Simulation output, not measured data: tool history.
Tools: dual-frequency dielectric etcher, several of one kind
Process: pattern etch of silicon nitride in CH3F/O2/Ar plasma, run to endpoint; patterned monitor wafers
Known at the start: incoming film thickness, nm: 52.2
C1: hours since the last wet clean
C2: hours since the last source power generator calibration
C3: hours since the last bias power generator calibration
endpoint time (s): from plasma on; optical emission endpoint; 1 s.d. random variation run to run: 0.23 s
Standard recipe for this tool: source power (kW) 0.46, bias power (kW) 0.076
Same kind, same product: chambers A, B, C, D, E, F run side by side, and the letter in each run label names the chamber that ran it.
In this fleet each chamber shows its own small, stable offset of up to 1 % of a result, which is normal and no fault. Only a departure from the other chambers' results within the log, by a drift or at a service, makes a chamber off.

{"run": "1E", "hour": 6.6, "source power (kW)": 0.46, "bias power (kW)": 0.076, "C1": 210.2, "C2": 2704, "C3": 1090.5, "endpoint time (s)": 70.108}
{"hour": 10.5, "done": "chamber B: wet clean of the chamber"}
{"hour": 11.2, "done": "chamber A: wet clean of the chamber"}
{"run": "2F", "hour": 11.6, "source power (kW)": 0.46, "bias power (kW)": 0.076, "C1": 289.6, "C2": 2658.5, "C3": 3771.8, "endpoint time (s)": 70.427}
{"run": "3C", "hour": 19.1, "source power (kW)": 0.46, "bias power (kW)": 0.076, "C1": 21.9, "C2": 1476.2, "C3": 1957.8, "endpoint time (s)": 69.737}
{"hour": 20.9, "done": "chamber D: source power generator calibrated"}
{"run": "4B", "hour": 26.6, "source power (kW)": 0.46, "bias power (kW)": 0.076, "C1": 16.1, "C2": 1226.2, "C3": 3277.3, "endpoint time (s)": 70.261}
{"run": "5A", "hour": 32.5, "source power (kW)": 0.46, "bias power (kW)": 0.076, "C1": 21.3, "C2": 299.5, "C3": 1850.2, "endpoint time (s)": 70.706}
{"run": "6D", "hour": 38.2, "source power (kW)": 0.46, "bias power (kW)": 0.076, "C1": 219.1, "C2": 17.3, "C3": 1871, "endpoint time (s)": 69.909}
{"run": "7A", "hour": 44.7, "source power (kW)": 0.46, "bias power (kW)": 0.076, "C1": 33.5, "C2": 311.7, "C3": 1862.4, "endpoint time (s)": 70.613}
{"run": "8D", "hour": 49.9, "source power (kW)": 0.46, "bias power (kW)": 0.076, "C1": 230.8, "C2": 29, "C3": 1882.7, "endpoint time (s)": 70.11}
{"run": "9C", "hour": 53.4, "source power (kW)": 0.46, "bias power (kW)": 0.076, "C1": 56.2, "C2": 1510.5, "C3": 1992.1, "endpoint time (s)": 69.633}
{"run": "10E", "hour": 60.0, "source power (kW)": 0.46, "bias power (kW)": 0.076, "C1": 263.6, "C2": 2757.4, "C3": 1143.9, "endpoint time (s)": 70.328}
{"run": "11F", "hour": 64.1, "source power (kW)": 0.46, "bias power (kW)": 0.076, "C1": 342.1, "C2": 2711, "C3": 3824.3, "endpoint time (s)": 70.667}
{"hour": 66.4, "done": "chamber C: source power generator calibrated"}
{"run": "12B", "hour": 68.0, "source power (kW)": 0.42, "bias power (kW)": 0.083, "C1": 57.5, "C2": 1267.6, "C3": 3318.7, "endpoint time (s)": 70.425}
{"run": "13C", "hour": 74.4, "source power (kW)": 0.42, "bias power (kW)": 0.083, "C1": 77.2, "C2": 8.1, "C3": 2013.1, "endpoint time (s)": 70.495}
{"run": "14E", "hour": 81.3, "source power (kW)": 0.42, "bias power (kW)": 0.083, "C1": 284.9, "C2": 2778.7, "C3": 1165.2, "endpoint time (s)": 70.83}
{"run": "15A", "hour": 85.7, "source power (kW)": 0.42, "bias power (kW)": 0.083, "C1": 74.5, "C2": 352.7, "C3": 1903.4, "endpoint time (s)": 71.113}
{"run": "16D", "hour": 91.4, "source power (kW)": 0.42, "bias power (kW)": 0.083, "C1": 272.3, "C2": 70.5, "C3": 1924.2, "endpoint time (s)": 70.798}
{"run": "17F", "hour": 95.7, "source power (kW)": 0.42, "bias power (kW)": 0.083, "C1": 373.7, "C2": 2742.6, "C3": 3855.9, "endpoint time (s)": 70.408}
{"run": "18B", "hour": 99.5, "source power (kW)": 0.46, "bias power (kW)": 0.076, "C1": 89, "C2": 1299.1, "C3": 3350.2, "endpoint time (s)": 69.608}
{"run": "19D", "hour": 107.1, "source power (kW)": 0.38, "bias power (kW)": 0.06, "C1": 288, "C2": 86.2, "C3": 1939.9, "endpoint time (s)": 81.562}
{"run": "20C", "hour": 110.4, "source power (kW)": 0.38, "bias power (kW)": 0.06, "C1": 113.2, "C2": 44.1, "C3": 2049.1, "endpoint time (s)": 80.582}
{"run": "21E", "hour": 117.1, "source power (kW)": 0.38, "bias power (kW)": 0.06, "C1": 320.7, "C2": 2814.5, "C3": 1201, "endpoint time (s)": 82.598}
{"run": "22A", "hour": 123.3, "source power (kW)": 0.38, "bias power (kW)": 0.06, "C1": 112.1, "C2": 390.3, "C3": 1941, "endpoint time (s)": 82.348}
{"run": "23B", "hour": 129.3, "source power (kW)": 0.38, "bias power (kW)": 0.06, "C1": 118.8, "C2": 1328.9, "C3": 3380, "endpoint time (s)": 81.931}
{"run": "24F", "hour": 135.7, "source power (kW)": 0.38, "bias power (kW)": 0.06, "C1": 413.7, "C2": 2782.6, "C3": 3895.9, "endpoint time (s)": 81.893}
{"run": "25E", "hour": 140.3, "source power (kW)": 0.46, "bias power (kW)": 0.093, "C1": 343.9, "C2": 2837.7, "C3": 1224.2, "endpoint time (s)": 66.23}
{"run": "26A", "hour": 145.3, "source power (kW)": 0.46, "bias power (kW)": 0.093, "C1": 134.1, "C2": 412.3, "C3": 1963, "endpoint time (s)": 65.773}
{"run": "27C", "hour": 152.7, "source power (kW)": 0.46, "bias power (kW)": 0.093, "C1": 155.5, "C2": 86.4, "C3": 2091.4, "endpoint time (s)": 65.631}
{"run": "28D", "hour": 157.0, "source power (kW)": 0.46, "bias power (kW)": 0.093, "C1": 337.9, "C2": 136.1, "C3": 1989.8, "endpoint time (s)": 65.533}
{"run": "29F", "hour": 161.8, "source power (kW)": 0.46, "bias power (kW)": 0.093, "C1": 439.8, "C2": 2808.7, "C3": 3922, "endpoint time (s)": 65.168}
{"run": "30B", "hour": 165.4, "source power (kW)": 0.46, "bias power (kW)": 0.093, "C1": 154.9, "C2": 1365, "C3": 3416.1, "endpoint time (s)": 65.314}
{"run": "31A", "hour": 172.2, "source power (kW)": 0.46, "bias power (kW)": 0.076, "C1": 161, "C2": 439.2, "C3": 1989.9, "endpoint time (s)": 70.667}
{"hour": 173.9, "done": "chamber D: wet clean of the chamber"}
{"run": "32D", "hour": 179.9, "source power (kW)": 0.46, "bias power (kW)": 0.076, "C1": 6.1, "C2": 159, "C3": 2012.7, "endpoint time (s)": 70.589}
{"run": "33B", "hour": 184.9, "source power (kW)": 0.46, "bias power (kW)": 0.076, "C1": 174.4, "C2": 1384.5, "C3": 3435.6, "endpoint time (s)": 70.222}
{"run": "34E", "hour": 191.3, "source power (kW)": 0.46, "bias power (kW)": 0.076, "C1": 394.9, "C2": 2888.7, "C3": 1275.2, "endpoint time (s)": 72.009}
{"hour": 196.3, "done": "chamber F: bias power generator calibrated"}
{"run": "35C", "hour": 197.3, "source power (kW)": 0.46, "bias power (kW)": 0.076, "C1": 200.1, "C2": 131, "C3": 2136, "endpoint time (s)": 69.62}
{"run": "36F", "hour": 202.8, "source power (kW)": 0.46, "bias power (kW)": 0.076, "C1": 480.8, "C2": 2849.7, "C3": 6.5, "endpoint time (s)": 70.294}
{"run": "37E", "hour": 207.5, "source power (kW)": 0.53, "bias power (kW)": 0.093, "C1": 411.1, "C2": 2904.9, "C3": 1291.4, "endpoint time (s)": 63.734}
{"run": "38C", "hour": 210.9, "source power (kW)": 0.53, "bias power (kW)": 0.093, "C1": 213.7, "C2": 144.6, "C3": 2149.6, "endpoint time (s)": 61.838}
{"run": "39A", "hour": 217.8, "source power (kW)": 0.53, "bias power (kW)": 0.093, "C1": 206.6, "C2": 484.8, "C3": 2035.5, "endpoint time (s)": 62.672}
{"run": "40D", "hour": 224.2, "source power (kW)": 0.53, "bias power (kW)": 0.093, "C1": 50.4, "C2": 203.3, "C3": 2057, "endpoint time (s)": 62.059}
{"run": "41F", "hour": 228.6, "source power (kW)": 0.53, "bias power (kW)": 0.093, "C1": 506.6, "C2": 2875.5, "C3": 32.3, "endpoint time (s)": 61.942}
{"run": "42B", "hour": 232.4, "source power (kW)": 0.53, "bias power (kW)": 0.093, "C1": 221.9, "C2": 1432, "C3": 3483.1, "endpoint time (s)": 61.946}
{"run": "43E", "hour": 236.6, "source power (kW)": 0.46, "bias power (kW)": 0.076, "C1": 440.2, "C2": 2934, "C3": 1320.5, "endpoint time (s)": 72.609}

Each of the 6 chambers runs these same settings next. Fill in every chamber's results:
{"run": "44A", "hour": 242.1, "source power (kW)": 0.46, "bias power (kW)": 0.076, "endpoint time (s)": "?"}
{"run": "44B", "hour": 242.1, "source power (kW)": 0.46, "bias power (kW)": 0.076, "endpoint time (s)": "?"}
{"run": "44C", "hour": 242.1, "source power (kW)": 0.46, "bias power (kW)": 0.076, "endpoint time (s)": "?"}
{"run": "44D", "hour": 242.1, "source power (kW)": 0.46, "bias power (kW)": 0.076, "endpoint time (s)": "?"}
{"run": "44E", "hour": 242.1, "source power (kW)": 0.46, "bias power (kW)": 0.076, "endpoint time (s)": "?"}
{"run": "44F", "hour": 242.1, "source power (kW)": 0.46, "bias power (kW)": 0.076, "endpoint time (s)": "?"}

run=44A endpoint_time_(s)=70.858
run=44B endpoint_time_(s)=70.34
run=44C endpoint_time_(s)=69.66
run=44D endpoint_time_(s)=70.163
run=44E endpoint_time_(s)=72.813
run=44F endpoint_time_(s)=70.5

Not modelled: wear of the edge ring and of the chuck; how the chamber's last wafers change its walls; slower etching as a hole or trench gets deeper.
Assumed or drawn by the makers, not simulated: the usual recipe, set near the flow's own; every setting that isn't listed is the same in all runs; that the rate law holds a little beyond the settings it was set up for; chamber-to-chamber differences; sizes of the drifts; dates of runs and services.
